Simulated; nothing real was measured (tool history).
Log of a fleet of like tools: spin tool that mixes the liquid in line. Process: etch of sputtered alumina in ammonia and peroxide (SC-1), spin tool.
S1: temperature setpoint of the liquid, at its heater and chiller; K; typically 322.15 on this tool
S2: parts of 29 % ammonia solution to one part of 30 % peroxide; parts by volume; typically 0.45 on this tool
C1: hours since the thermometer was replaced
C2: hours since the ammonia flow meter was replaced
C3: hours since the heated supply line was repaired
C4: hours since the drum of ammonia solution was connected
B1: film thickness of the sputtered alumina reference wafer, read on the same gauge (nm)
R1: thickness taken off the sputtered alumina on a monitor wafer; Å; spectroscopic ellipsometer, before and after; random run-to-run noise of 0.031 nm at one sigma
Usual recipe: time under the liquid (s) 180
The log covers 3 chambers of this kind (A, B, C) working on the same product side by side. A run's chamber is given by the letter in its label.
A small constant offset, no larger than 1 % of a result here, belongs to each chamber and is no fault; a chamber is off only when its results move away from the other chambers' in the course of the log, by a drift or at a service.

{"run": "1B", "hour": 12.4, "S1": 322.15, "S2": 0.45, "time under the liquid (s)": 180, "C1": 424.9, "C2": 677.2, "C3": 113.9, "C4": 903, "B1": 49.952, "R1": 68.007}
{"run": "2A", "hour": 25.2, "S1": 322.15, "S2": 0.45, "time under the liquid (s)": 180, "C1": 353.4, "C2": 98.6, "C3": 3252.8, "C4": 355.5, "B1": 49.999, "R1": 67.968}
{"run": "3C", "hour": 36.2, "S1": 322.15, "S2": 0.45, "time under the liquid (s)": 180, "C1": 3106.6, "C2": 1056.3, "C3": 755.6, "C4": 472.5, "B1": 50.024, "R1": 68.808}
{"run": "4A", "hour": 43.0, "S1": 322.15, "S2": 0.45, "time under the liquid (s)": 180, "C1": 371.2, "C2": 116.4, "C3": 3270.6, "C4": 373.3, "B1": 50.04, "R1": 67.707}
{"run": "5B", "hour": 53.0, "S1": 322.15, "S2": 0.45, "time under the liquid (s)": 180, "C1": 465.5, "C2": 717.8, "C3": 154.5, "C4": 943.6, "B1": 50.008, "R1": 68.107}
{"hour": 59.9, "done": "chamber A: new drum of ammonia solution connected"}
{"run": "6C", "hour": 62.8, "S1": 322.15, "S2": 0.45, "time under the liquid (s)": 180, "C1": 3133.2, "C2": 1082.9, "C3": 782.2, "C4": 499.1, "B1": 49.973, "R1": 68.816}
{"hour": 70.4, "done": "chamber B: ammonia flow meter replaced"}
{"run": "7B", "hour": 72.1, "S1": 322.15, "S2": 0.35, "time under the liquid (s)": 130, "C1": 484.6, "C2": 1.7, "C3": 173.6, "C4": 962.7, "B1": 50.01, "R1": 48.072}
{"run": "8C", "hour": 79.2, "S1": 322.15, "S2": 0.35, "time under the liquid (s)": 130, "C1": 3149.6, "C2": 1099.3, "C3": 798.6, "C4": 515.5, "B1": 49.965, "R1": 48.763}
{"hour": 83.7, "done": "chamber B: new drum of ammonia solution connected"}
{"run": "9A", "hour": 89.4, "S1": 322.15, "S2": 0.35, "time under the liquid (s)": 130, "C1": 417.6, "C2": 162.8, "C3": 3317, "C4": 29.6, "B1": 49.996, "R1": 48.071}
{"hour": 89.7, "done": "chamber C: heated supply line repaired"}
{"run": "10A", "hour": 98.3, "S1": 322.15, "S2": 0.45, "time under the liquid (s)": 180, "C1": 426.5, "C2": 171.7, "C3": 3325.9, "C4": 38.5, "B1": 49.964, "R1": 68.186}
{"run": "11C", "hour": 104.9, "S1": 322.15, "S2": 0.45, "time under the liquid (s)": 180, "C1": 3175.3, "C2": 1125, "C3": 15.3, "C4": 541.2, "B1": 50, "R1": 68.682}
{"run": "12B", "hour": 112.2, "S1": 313.15, "S2": 0.45, "time under the liquid (s)": 180, "C1": 524.7, "C2": 41.8, "C3": 213.7, "C4": 28.6, "B1": 50.03, "R1": 40.819}
{"run": "13B", "hour": 121.9, "S1": 313.15, "S2": 0.45, "time under the liquid (s)": 180, "C1": 534.4, "C2": 51.5, "C3": 223.4, "C4": 38.3, "B1": 49.991, "R1": 40.959}
{"run": "14A", "hour": 128.2, "S1": 313.15, "S2": 0.45, "time under the liquid (s)": 180, "C1": 456.4, "C2": 201.6, "C3": 3355.8, "C4": 68.4, "B1": 49.977, "R1": 40.487}
{"run": "15C", "hour": 142.3, "S1": 322.15, "S2": 0.45, "time under the liquid (s)": 180, "C1": 3212.7, "C2": 1162.4, "C3": 52.7, "C4": 578.6, "B1": 49.986, "R1": 69.084}
{"run": "16A", "hour": 154.2, "S1": 326.15, "S2": 0.45, "time under the liquid (s)": 180, "C1": 482.4, "C2": 227.6, "C3": 3381.8, "C4": 94.4, "B1": 49.97, "R1": 84.424}
{"run": "17C", "hour": 167.9, "S1": 326.15, "S2": 0.45, "time under the liquid (s)": 180, "C1": 3238.3, "C2": 1188, "C3": 78.3, "C4": 604.2, "B1": 50.01, "R1": 85.962}
{"run": "18B", "hour": 175.3, "S1": 326.15, "S2": 0.45, "time under the liquid (s)": 180, "C1": 587.8, "C2": 104.9, "C3": 276.8, "C4": 91.7, "B1": 49.975, "R1": 86.602}
{"hour": 178.5, "done": "chamber C: new drum of ammonia solution connected"}
{"run": "19C", "hour": 181.7, "S1": 322.15, "S2": 0.45, "time under the liquid (s)": 180, "C1": 3252.1, "C2": 1201.8, "C3": 92.1, "C4": 3.3, "B1": 49.972, "R1": 68.754}
{"run": "20B", "hour": 191.3, "S1": 322.15, "S2": 0.45, "time under the liquid (s)": 270, "C1": 603.8, "C2": 120.9, "C3": 292.8, "C4": 107.7, "B1": 49.977, "R1": 105.46}
{"run": "21A", "hour": 199.0, "S1": 322.15, "S2": 0.45, "time under the liquid (s)": 270, "C1": 527.2, "C2": 272.4, "C3": 3426.6, "C4": 139.2, "B1": 50.041, "R1": 102.84}
{"hour": 208.9, "done": "chamber C: thermometer replaced"}
{"run": "22C", "hour": 212.5, "S1": 322.15, "S2": 0.45, "time under the liquid (s)": 270, "C1": 3.7, "C2": 1232.6, "C3": 122.9, "C4": 34.1, "B1": 49.986, "R1": 103.38}
{"run": "23A", "hour": 222.8, "S1": 322.15, "S2": 0.45, "time under the liquid (s)": 180, "C1": 551, "C2": 296.2, "C3": 3450.4, "C4": 163, "B1": 49.997, "R1": 68.415}
{"run": "24B", "hour": 229.8, "S1": 322.15, "S2": 0.45, "time under the liquid (s)": 180, "C1": 642.3, "C2": 159.4, "C3": 331.3, "C4": 146.2, "B1": 49.941, "R1": 71.651}
{"run": "25A", "hour": 241.8, "S1": 322.15, "S2": 0.45, "time under the liquid (s)": 180, "C1": 570, "C2": 315.2, "C3": 3469.4, "C4": 182, "B1": 50.027, "R1": 68.296}

Predict what each chamber gives when all 3 of them run the settings below next.
{"run": "26A", "hour": 252.0, "S1": 322.15, "S2": 0.45, "time under the liquid (s)": 270, "R1": "?"}
{"run": "26B", "hour": 252.0, "S1": 322.15, "S2": 0.45, "time under the liquid (s)": 270, "R1": "?"}
{"run": "26C", "hour": 252.0, "S1": 322.15, "S2": 0.45, "time under the liquid (s)": 270, "R1": "?"}

run=26A R1=102.18
run=26B R1=107.46
run=26C R1=103.2
